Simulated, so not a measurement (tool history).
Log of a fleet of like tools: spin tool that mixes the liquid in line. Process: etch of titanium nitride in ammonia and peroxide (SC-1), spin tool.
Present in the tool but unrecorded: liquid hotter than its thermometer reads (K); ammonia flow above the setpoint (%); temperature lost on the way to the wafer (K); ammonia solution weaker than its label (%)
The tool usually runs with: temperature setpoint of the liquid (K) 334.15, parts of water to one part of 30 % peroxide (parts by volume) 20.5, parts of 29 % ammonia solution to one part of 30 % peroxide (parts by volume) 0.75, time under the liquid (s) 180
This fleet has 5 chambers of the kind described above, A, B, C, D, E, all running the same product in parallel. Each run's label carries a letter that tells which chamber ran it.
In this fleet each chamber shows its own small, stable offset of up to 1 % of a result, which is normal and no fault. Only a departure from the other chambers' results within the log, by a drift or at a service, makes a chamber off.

run   hour  temperature setpoint of the liquid (K)  parts of water to one part of 30 % peroxide (parts by volume)  parts of 29 % ammonia solution to one part of 30 % peroxide (parts by volume)  time under the liquid (s)  hours since the thermometer was replaced  hours since the ammonia flow meter was replaced  hours since the heated supply line was repaired  hours since the drum of ammonia solution was connected  read-back film thickness of the titanium nitride reference wafer, read on the same gauge (nm)  thickness taken off the titanium nitride on a monitor wafer (Å)
 1A    5.3                                  334.15                                                           20.5                                                                           0.75                        180                                     311.5                                            423.3                                             71.9                                                   337.4                                                                                         59.988                                                           183.87
 2B   11.5                                  334.15                                                           20.5                                                                           0.75                        180                                    1242.6                                            756.3                                            840.9                                                   248.6                                                                                         59.975                                                           180.49
 3D   16.3                                  334.15                                                           20.5                                                                           0.75                        180                                     891.9                                           1287.5                                           1296.6                                                   153.1                                                                                         59.975                                                           184.61
 4E   20.4                                  334.15                                                           20.5                                                                           0.75                        180                                    1810.5                                           1468.9                                             59.9                                                     625                                                                                         60.001                                                           181.96
 5C   24.3                                  334.15                                                           20.5                                                                           0.75                        180                                      28.1                                            174.6                                            618.6                                                   153.2                                                                                         60.005                                                           184.35
 6C     30                                  334.15                                                           20.5                                                                           0.75                        180                                      33.8                                            180.3                                            624.3                                                   158.9                                                                                         60.019                                                           184.12
 7E   33.9                                  334.15                                                           20.5                                                                           0.75                        180                                      1824                                           1482.4                                             73.4                                                   638.5                                                                                         60.027                                                           183.63
 8B   38.7                                  334.15                                                           20.5                                                                           0.75                        180                                    1269.8                                            783.5                                            868.1                                                   275.8                                                                                         59.985                                                           182.03
 9D   46.3                                  334.15                                                           20.5                                                                           0.75                        180                                     921.9                                           1317.5                                           1326.6                                                   183.1                                                                                         59.991                                                           182.15
10A   50.1                                  342.65                                                           20.5                                                                           0.75                        220                                     356.3                                            468.1                                            116.7                                                   382.2                                                                                         59.994                                                           382.06
11B   54.1                                  342.65                                                           20.5                                                                           0.75                        220                                    1285.2                                            798.9                                            883.5                                                   291.2                                                                                         59.984                                                           374.88
12D   59.5                                  342.65                                                           20.5                                                                           0.75                        220                                     935.1                                           1330.7                                           1339.8                                                   196.3                                                                                         59.975                                                           381.98
13E   63.8                                  342.65                                                           20.5                                                                           0.75                        220                                    1853.9                                           1512.3                                            103.3                                                   668.4                                                                                         59.998                                                           384.26
14A   69.9                                  342.65                                                           20.5                                                                           0.75                        220                                     376.1                                            487.9                                            136.5                                                     402                                                                                         59.997                                                           381.95
15C   76.4                                  334.15                                                           20.5                                                                           0.75                        180                                      80.2                                            226.7                                            670.7                                                   205.3                                                                                         59.987                                                           183.55
16B   84.4                                  334.15                                                           20.5                                                                           0.75                        180                                    1315.5                                            829.2                                            913.8                                                   321.5                                                                                         59.987                                                           181.63
17E   92.1                                  334.15                                                           20.5                                                                           0.75                        180                                    1882.2                                           1540.6                                            131.6                                                   696.7                                                                                         59.998                                                           183.17
18C   96.4                                  334.15                                                           20.5                                                                           0.75                        180                                     100.2                                            246.7                                            690.7                                                   225.3                                                                                         60.036                                                           183.94
19D  103.9                                  334.15                                                           20.5                                                                           0.75                        180                                     979.5                                           1375.1                                           1384.2                                                   240.7                                                                                         60.031                                                           179.05
     106.6  -- chamber B: thermometer replaced
20A  110.1                                  334.15                                                           20.5                                                                           0.75                        180                                     416.3                                            528.1                                            176.7                                                   442.2                                                                                         60.004                                                           184.24
21D  117.2                                  338.65                                                           20.5                                                                           0.75                        180                                     992.8                                           1388.4                                           1397.5                                                     254                                                                                         60.008                                                           238.08
22E  123.3                                  338.65                                                           20.5                                                                           0.75                        180                                    1913.4                                           1571.8                                            162.8                                                   727.9                                                                                         60.002                                                           242.41
23A  129.6                                  338.65                                                           20.5                                                                           0.75                        180                                     435.8                                            547.6                                            196.2                                                   461.7                                                                                         59.978                                                           246.42
24B  135.6                                  338.65                                                           20.5                                                                           0.75                        180                                        29                                            880.4                                              965                                                   372.7                                                                                         60.005                                                           241.89
25C    143                                  338.65                                                           20.5                                                                           0.75                        180                                     146.8                                            293.3                                            737.3                                                   271.9                                                                                         59.997                                                           246.06
26E  147.3                                  334.15                                                           20.5                                                                           0.75                        180                                    1937.4                                           1595.8                                            186.8                                                   751.9                                                                                             60                                                           183.24
27B  152.9                                  334.15                                                           20.5                                                                           0.75                        180                                      46.3                                            897.7                                            982.3                                                     390                                                                                         59.993                                                           182.31
28A  157.7                                  334.15                                                           20.5                                                                           0.75                        180                                     463.9                                            575.7                                            224.3                                                   489.8                                                                                         59.988                                                           183.61
29C  162.4                                  334.15                                                           20.5                                                                           0.75                        180                                     166.2                                            312.7                                            756.7                                                   291.3                                                                                         59.998                                                           184.91
30D    167                                  334.15                                                           20.5                                                                           0.75                        180                                    1042.6                                           1438.2                                           1447.3                                                   303.8                                                                                         59.998                                                            175.8
31D  171.1                                  334.15                                                           20.5                                                                           0.75                        180                                    1046.7                                           1442.3                                           1451.4                                                   307.9                                                                                         59.987                                                           173.91
32A    179                                  334.15                                                           20.5                                                                           0.75                        180                                     485.2                                              597                                            245.6                                                   511.1                                                                                         59.977                                                           184.57

Decide between three cases: one chamber stands off from its peers, the gauge reading all wafers drifts, or nothing is wrong past each chamber's small offset. Where a chamber is off, say which and what most likely put it there.

Little by little, chamber D moves away from the other chambers.
Cause: temperature lost on the way to the wafer (K) = 0.845.
Not necessarily distinguishable in this log from: liquid colder than its thermometer reads (K).

Chamber D could run next with any of the 4 candidate recipes listed below; each alters the usual settings, and their results appear as question marks. Which one brings its results back in line with what the other chambers deliver on the usual settings?
In-line tolerance around the mean of the other chambers on the usual settings: thickness taken off the titanium nitride on a monitor wafer (Å) 2.9
33D-1  184.8                                  333.65                                                             21                                                                           0.75                        180                                                                                                                                                                                                                                                                                                                                                                   ?
33D-2  184.8                                  334.15                                                           23.5                                                                            0.7                        180                                                                                                                                                                                                                                                                                                                                                                   ?
33D-3  184.8                                  334.15                                                             20                                                                           0.75                        195                                                                                                                                                                                                                                                                                                                                                                   ?
33D-4  184.8                                  334.15                                                             19                                                                           0.75                        180                                                                                                                                                                                                                                                                                                                                                                   ?

On the usual settings, the other chambers give on average: thickness taken off the titanium nitride on a monitor wafer (Å) 183.02
  run  thickness taken off the titanium nitride on a monitor wafer (Å)
33D-1                                                           166.93
33D-2                                                            159.9
33D-3                                                           192.02
33D-4                                                           182.37
33D-4 brings the chamber back in line.
